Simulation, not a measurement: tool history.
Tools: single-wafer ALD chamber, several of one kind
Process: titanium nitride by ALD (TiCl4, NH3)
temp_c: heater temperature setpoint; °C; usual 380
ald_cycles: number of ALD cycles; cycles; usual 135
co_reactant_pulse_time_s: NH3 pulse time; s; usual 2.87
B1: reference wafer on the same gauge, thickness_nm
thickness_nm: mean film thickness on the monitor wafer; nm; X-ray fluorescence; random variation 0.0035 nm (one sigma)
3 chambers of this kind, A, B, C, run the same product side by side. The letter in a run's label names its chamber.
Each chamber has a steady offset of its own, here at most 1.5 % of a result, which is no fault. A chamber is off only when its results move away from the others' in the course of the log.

Run 1A, day 0.175: usual settings; B1 2.8504. Result: thickness_nm 2.9498 nm.
Run 2B, day 0.354: usual settings; B1 2.8508. Result: thickness_nm 2.9944 nm.
Run 3C, day 0.508: usual settings; B1 2.8512. Result: thickness_nm 2.9325 nm.
Run 4A, day 0.679: usual settings; B1 2.8516. Result: thickness_nm 2.9492 nm.
Run 5B, day 0.846: usual settings; B1 2.8525. Result: thickness_nm 3.0008 nm.
Run 6C, day 1.038: usual settings; B1 2.8526. Result: thickness_nm 2.945 nm.
Run 7C, day 1.179: usual settings; B1 2.8532. Result: thickness_nm 2.9436 nm.
Run 8B, day 1.342: usual settings; B1 2.8532. Result: thickness_nm 3.0031 nm.
Run 9A, day 1.55: usual settings; B1 2.8541. Result: thickness_nm 2.956 nm.
Run 10C, day 1.738: usual settings; B1 2.8558. Result: thickness_nm 2.9355 nm.
Run 11B, day 1.846: usual settings; B1 2.8545. Result: thickness_nm 2.993 nm.
Run 12A, day 2.004: usual settings; B1 2.8554. Result: thickness_nm 2.9575 nm.
Run 13C, day 2.204: usual settings but temp_c 388 °C, ald_cycles 124 cycles; B1 2.8568. Result: thickness_nm 2.7134 nm.
Run 14A, day 2.379: usual settings but temp_c 388 °C, ald_cycles 124 cycles; B1 2.857. Result: thickness_nm 2.7296 nm.
Run 15B, day 2.504: usual settings but temp_c 388 °C, ald_cycles 124 cycles; B1 2.8561. Result: thickness_nm 2.7728 nm.
Run 16A, day 2.625: usual settings but ald_cycles 145 cycles; B1 2.8576. Result: thickness_nm 3.1776 nm.
Run 17B, day 2.729: usual settings but ald_cycles 145 cycles; B1 2.8577. Result: thickness_nm 3.2341 nm.
Run 18C, day 2.917: usual settings but ald_cycles 145 cycles; B1 2.858. Result: thickness_nm 3.1596 nm.
Run 19B, day 3.092: usual settings; B1 2.8593. Result: thickness_nm 3.004 nm.
Run 20A, day 3.3: usual settings; B1 2.8589. Result: thickness_nm 2.9656 nm.
Run 21C, day 3.421: usual settings; B1 2.8594. Result: thickness_nm 2.9462 nm.
Run 22A, day 3.575: usual settings; B1 2.8604. Result: thickness_nm 2.9656 nm.
Run 23C, day 3.762: usual settings; B1 2.8606. Result: thickness_nm 2.9485 nm.
Run 24B, day 3.908: usual settings but ald_cycles 118 cycles; B1 2.8605. Result: thickness_nm 2.6285 nm.
Run 25B, day 4.025: usual settings but ald_cycles 118 cycles; B1 2.8616. Result: thickness_nm 2.6265 nm.
Run 26A, day 4.221: usual settings but ald_cycles 118 cycles; B1 2.8625. Result: thickness_nm 2.5922 nm.
Run 27C, day 4.4: usual settings; B1 2.8619. Result: thickness_nm 2.9489 nm.
Run 28A, day 4.558: usual settings but co_reactant_pulse_time_s 1.91 s; B1 2.8634. Result: thickness_nm 2.9077 nm.
Run 29C, day 4.712: usual settings but co_reactant_pulse_time_s 1.91 s; B1 2.8641. Result: thickness_nm 2.8848 nm.

Next, every chamber runs the same settings. What will each give?
Run 30A, day 4.867: usual settings. Result: thickness_nm ?.
Run 30B, day 4.867: usual settings. Result: thickness_nm ?.
Run 30C, day 4.867: usual settings. Result: thickness_nm ?.

run  thickness_nm
30A        2.9684
30B        3.0138
30C        2.9505
